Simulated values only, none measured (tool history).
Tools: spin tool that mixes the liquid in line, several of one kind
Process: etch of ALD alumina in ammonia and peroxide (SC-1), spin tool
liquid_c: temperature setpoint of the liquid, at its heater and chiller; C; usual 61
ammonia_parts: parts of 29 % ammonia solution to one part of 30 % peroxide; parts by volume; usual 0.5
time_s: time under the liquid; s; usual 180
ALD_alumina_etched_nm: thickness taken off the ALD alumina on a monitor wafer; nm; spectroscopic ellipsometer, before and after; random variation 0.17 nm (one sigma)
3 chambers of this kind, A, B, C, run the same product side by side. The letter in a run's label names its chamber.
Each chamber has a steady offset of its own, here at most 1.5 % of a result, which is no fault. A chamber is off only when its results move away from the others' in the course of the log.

| run | hour | liquid_c | ammonia_parts | time_s | hours since the thermometer was replaced | hours since the ammonia flow meter was replaced | hours since the heated supply line was repaired | hours since the drum of ammonia solution was connected | read-back film thickness of the ALD alumina reference wafer, read on the same gauge (nm) | ALD_alumina_etched_nm |
|---|---|---|---|---|---|---|---|---|---|---|
| 1A | 5.8 | 61 | 0.5 | 180 | 595.8 | 1152.3 | 1120.8 | 243.1 | 129.96 | 19.135 |
| 2B | 11.9 | 61 | 0.5 | 180 | 705.2 | 79.6 | 39.7 | 130.6 | 129.97 | 18.623 |
| 3C | 16 | 61 | 0.5 | 180 | 419.3 | 870.2 | 1579 | 170 | 129.99 | 19.179 |
| 4A | 21.8 | 61 | 0.5 | 180 | 611.8 | 1168.3 | 1136.8 | 259.1 | 129.98 | 18.988 |
| 5B | 25.7 | 61 | 0.5 | 180 | 719 | 93.4 | 53.5 | 144.4 | 129.98 | 19.006 |
| 6C | 32.1 | 61 | 0.5 | 180 | 435.4 | 886.3 | 1595.1 | 186.1 | 130.01 | 19.059 |
|  | 33.1 | chamber C: heated supply line repaired |
| 7C | 37.3 | 61 | 0.5 | 180 | 440.6 | 891.5 | 4.3 | 191.3 | 130.03 | 19.657 |
|  | 41.5 | chamber A: new drum of ammonia solution connected |
| 8B | 44.8 | 61 | 0.5 | 180 | 738.1 | 112.5 | 72.6 | 163.5 | 129.99 | 18.981 |
| 9A | 49.2 | 61 | 0.5 | 180 | 639.2 | 1195.7 | 1164.2 | 7.8 | 130.02 | 18.992 |
| 10A | 55 | 61 | 0.5 | 180 | 645 | 1201.5 | 1170 | 13.6 | 130.02 | 18.816 |
| 11B | 59.9 | 61 | 0.5 | 180 | 753.2 | 127.6 | 87.7 | 178.6 | 130.01 | 18.782 |
| 12C | 65.3 | 61 | 0.35 | 180 | 468.6 | 919.5 | 32.3 | 219.3 | 129.99 | 18.522 |
| 13C | 72.2 | 61 | 0.35 | 180 | 475.5 | 926.4 | 39.2 | 226.2 | 130.01 | 18.894 |
| 14B | 78.6 | 61 | 0.35 | 180 | 771.9 | 146.3 | 106.4 | 197.3 | 130 | 18.466 |
| 15A | 82.7 | 61 | 0.6 | 255 | 672.7 | 1229.2 | 1197.7 | 41.3 | 129.97 | 27.778 |
| 16C | 89.4 | 61 | 0.6 | 255 | 492.7 | 943.6 | 56.4 | 243.4 | 129.98 | 27.849 |
| 17B | 96.4 | 61 | 0.6 | 255 | 789.7 | 164.1 | 124.2 | 215.1 | 130.01 | 27.647 |
| 18A | 102.8 | 61 | 0.5 | 115 | 692.8 | 1249.3 | 1217.8 | 61.4 | 129.98 | 11.934 |
| 19B | 108.2 | 61 | 0.5 | 115 | 801.5 | 175.9 | 136 | 226.9 | 130.01 | 12.204 |
| 20A | 115.7 | 61 | 0.5 | 115 | 705.7 | 1262.2 | 1230.7 | 74.3 | 129.97 | 11.702 |
| 21C | 119.5 | 61 | 0.5 | 180 | 522.8 | 973.7 | 86.5 | 273.5 | 130.02 | 19.076 |
| 22C | 125.6 | 68.5 | 0.5 | 180 | 528.9 | 979.8 | 92.6 | 279.6 | 130.02 | 28.417 |
| 23A | 129.4 | 68.5 | 0.5 | 180 | 719.4 | 1275.9 | 1244.4 | 88 | 130 | 26.631 |
| 24B | 135.3 | 68.5 | 0.5 | 180 | 828.6 | 203 | 163.1 | 254 | 129.96 | 27.523 |
| 25A | 142.5 | 61 | 0.5 | 180 | 732.5 | 1289 | 1257.5 | 101.1 | 130 | 18.064 |
| 26C | 148 | 61 | 0.5 | 180 | 551.3 | 1002.2 | 115 | 302 | 130 | 19.343 |
| 27B | 152.7 | 61 | 0.5 | 180 | 846 | 220.4 | 180.5 | 271.4 | 130 | 18.952 |
| 28B | 156.1 | 61 | 0.5 | 180 | 849.4 | 223.8 | 183.9 | 274.8 | 129.99 | 18.842 |
| 29C | 159.9 | 61 | 0.5 | 180 | 563.2 | 1014.1 | 126.9 | 313.9 | 129.95 | 19.22 |
| 30A | 167.1 | 61 | 0.5 | 180 | 757.1 | 1313.6 | 1282.1 | 125.7 | 129.99 | 17.835 |

What goes on in this fleet: one chamber off, a drifting gauge, or nothing beyond the chambers' own small offsets? Name the chamber and the cause, if any.

Chamber A drifts away from the others.
Cause: temperature lost on the way to the wafer (K) = 1.56.
The log may not tell that from: liquid colder than its thermometer reads (K).

Here are 4 candidates for chamber A's next run, each the usual settings with a change, their results left as question marks. Which one brings its results back in line with what the others give on the usual settings?
In line means no further than this from the other chambers' mean on the usual settings: ALD_alumina_etched_nm 0.6 nm
| 31A-1 | 172.7 | 61.5 | 0.5 | 190 |  |  |  |  |  | ? |
| 31A-2 | 172.7 | 61 | 0.5 | 155 |  |  |  |  |  | ? |
| 31A-3 | 172.7 | 60.5 | 0.5 | 170 |  |  |  |  |  | ? |
| 31A-4 | 172.7 | 61 | 0.5 | 210 |  |  |  |  |  | ? |

The other chambers' mean on the usual settings: ALD_alumina_etched_nm 19.13 nm
| run | ALD_alumina_etched_nm |
|---|---|
| 31A-1 | 19.069 |
| 31A-2 | 15.161 |
| 31A-3 | 16.196 |
| 31A-4 | 20.541 |
31A-1 brings the chamber back in line.
